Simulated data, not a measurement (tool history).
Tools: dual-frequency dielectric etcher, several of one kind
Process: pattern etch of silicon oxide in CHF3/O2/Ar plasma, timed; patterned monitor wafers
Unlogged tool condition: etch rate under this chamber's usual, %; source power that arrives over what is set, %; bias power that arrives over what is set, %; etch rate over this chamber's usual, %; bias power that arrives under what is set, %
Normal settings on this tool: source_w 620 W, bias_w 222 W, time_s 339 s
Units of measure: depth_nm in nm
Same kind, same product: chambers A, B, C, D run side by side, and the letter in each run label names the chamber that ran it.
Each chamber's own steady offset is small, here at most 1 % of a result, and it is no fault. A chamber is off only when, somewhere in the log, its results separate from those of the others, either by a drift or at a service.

run   hour  source_w  bias_w  time_s  hours since the last wet clean  hours since the last source power generator calibration  hours since the last bias power generator calibration  read-back reference wafer on the same gauge, depth_nm  depth_nm
 1C    4.3       620     222     339                           412.5                                                     2674                                                 1886.9                                                    830    728.07
       7.7  -- chamber C: source power generator calibrated
 2B     11       620     222     339                             276                                                   1847.7                                                 1130.3                                                 830.21    726.25
 3D   15.9       620     222     339                           402.3                                                     55.1                                                  351.1                                                 830.24    724.86
      19.8  -- chamber C: wet clean of the chamber
 4A   22.7       620     222     339                           144.9                                                    179.6                                                 1260.3                                                 830.53    730.06
 5A   28.6       620     248     339                           150.8                                                    185.5                                                 1266.2                                                  830.7    757.43
 6C   34.5       620     248     339                            14.7                                                     26.8                                                 1917.1                                                 830.69    757.02
 7B   41.9       620     248     339                           306.9                                                   1878.6                                                 1161.2                                                 830.72    757.95
 8D   47.1       620     248     339                           433.5                                                     86.3                                                  382.3                                                 831.17    752.32
 9D   53.6       620     222     339                             440                                                     92.8                                                  388.8                                                 831.08    725.63
10B   58.2       620     222     339                           323.2                                                   1894.9                                                 1177.5                                                 831.19    729.68
11C   64.9       620     222     339                            45.1                                                     57.2                                                 1947.5                                                 831.53    728.48
12A   69.1       620     222     339                           191.3                                                      226                                                 1306.7                                                  831.5    730.22
13B   76.7       620     222     427                           341.7                                                   1913.4                                                   1196                                                 831.84    920.48
14D   80.4       620     222     427                           466.8                                                    119.6                                                  415.6                                                 831.71    913.29
15C   85.5       620     222     427                            65.7                                                     77.8                                                 1968.1                                                 832.04    922.06
16A   89.2       620     222     427                           211.4                                                    246.1                                                 1326.8                                                 831.89    919.49
17A     95       620     222     339                           217.2                                                    251.9                                                 1332.6                                                 831.96    732.19
18B    101       620     222     339                             366                                                   1937.7                                                 1220.3                                                 831.76    728.08
19D  107.2       620     222     339                           493.6                                                    146.4                                                  442.4                                                 832.21    723.52
20C    111       620     241     339                            91.2                                                    103.3                                                 1993.6                                                 832.57    750.91
21C  115.8       620     241     339                              96                                                    108.1                                                 1998.4                                                 832.49    751.04
22D  121.3       620     241     339                           507.7                                                    160.5                                                  456.5                                                 832.49    747.14
23B  126.3       620     241     339                           391.3                                                     1963                                                 1245.6                                                 832.77    752.81
24A  133.9       620     222     339                           256.1                                                    290.8                                                 1371.5                                                 832.84    731.39
25B  139.6       620     222     339                           404.6                                                   1976.3                                                 1258.9                                                 833.06    731.18
26A  145.6       620     222     339                           267.8                                                    302.5                                                 1383.2                                                 833.24    729.31
27C  153.2       620     222     339                           133.4                                                    145.5                                                 2035.8                                                  833.3    731.02
28D  158.4       740     170     339                           544.8                                                    197.6                                                  493.6                                                 833.42    713.83
29C  165.8       740     170     339                             146                                                    158.1                                                 2048.4                                                  833.7     715.5
30B  172.5       740     170     339                           437.5                                                   2009.2                                                 1291.8                                                 833.52    714.24
     176.2  -- chamber D: wet clean of the chamber
31A  178.8       740     170     339                             301                                                    335.7                                                 1416.4                                                 833.51    719.64
32D    186       620     222     339                             9.9                                                    225.2                                                  521.2                                                 833.73    726.75
33D  190.3       620     222     339                            14.2                                                    229.5                                                  525.5                                                 834.21    727.94
34A  196.9       620     222     339                           319.1                                                    353.8                                                 1434.5                                                 834.06    731.25
35B  202.3       620     222     339                           467.3                                                     2039                                                 1321.6                                                 834.14    729.59
36C  209.5       620     222     339                           189.7                                                    201.8                                                 2092.1                                                 834.64    733.61
37C  216.7       620     222     339                           196.9                                                      209                                                 2099.3                                                  834.3    731.58
38A  224.1       620     222     339                           346.3                                                      381                                                 1461.7                                                 834.72    732.53
39B  229.3       620     222     339                           494.3                                                     2066                                                 1348.6                                                 835.12    729.93
40D  233.5       620     222     339                            57.4                                                    272.7                                                  568.7                                                 835.08    728.45
41D  237.7       620     222     339                            61.6                                                    276.9                                                  572.9                                                 834.71       730
42C  244.5       620     222     339                           224.7                                                    236.8                                                 2127.1                                                 835.17    731.92
43A  251.8       620     222     339                             374                                                    408.7                                                 1489.4                                                 835.35    736.67

Does one chamber stand apart from the rest, does the shared gauge drift, or is all well apart from small per-chamber offsets? Give the chamber and the most likely cause, where there is one.

The gauge drifts, so all chambers seem to drift together. No chamber is off.
Cause: gauge reads high (%) = 0.663.

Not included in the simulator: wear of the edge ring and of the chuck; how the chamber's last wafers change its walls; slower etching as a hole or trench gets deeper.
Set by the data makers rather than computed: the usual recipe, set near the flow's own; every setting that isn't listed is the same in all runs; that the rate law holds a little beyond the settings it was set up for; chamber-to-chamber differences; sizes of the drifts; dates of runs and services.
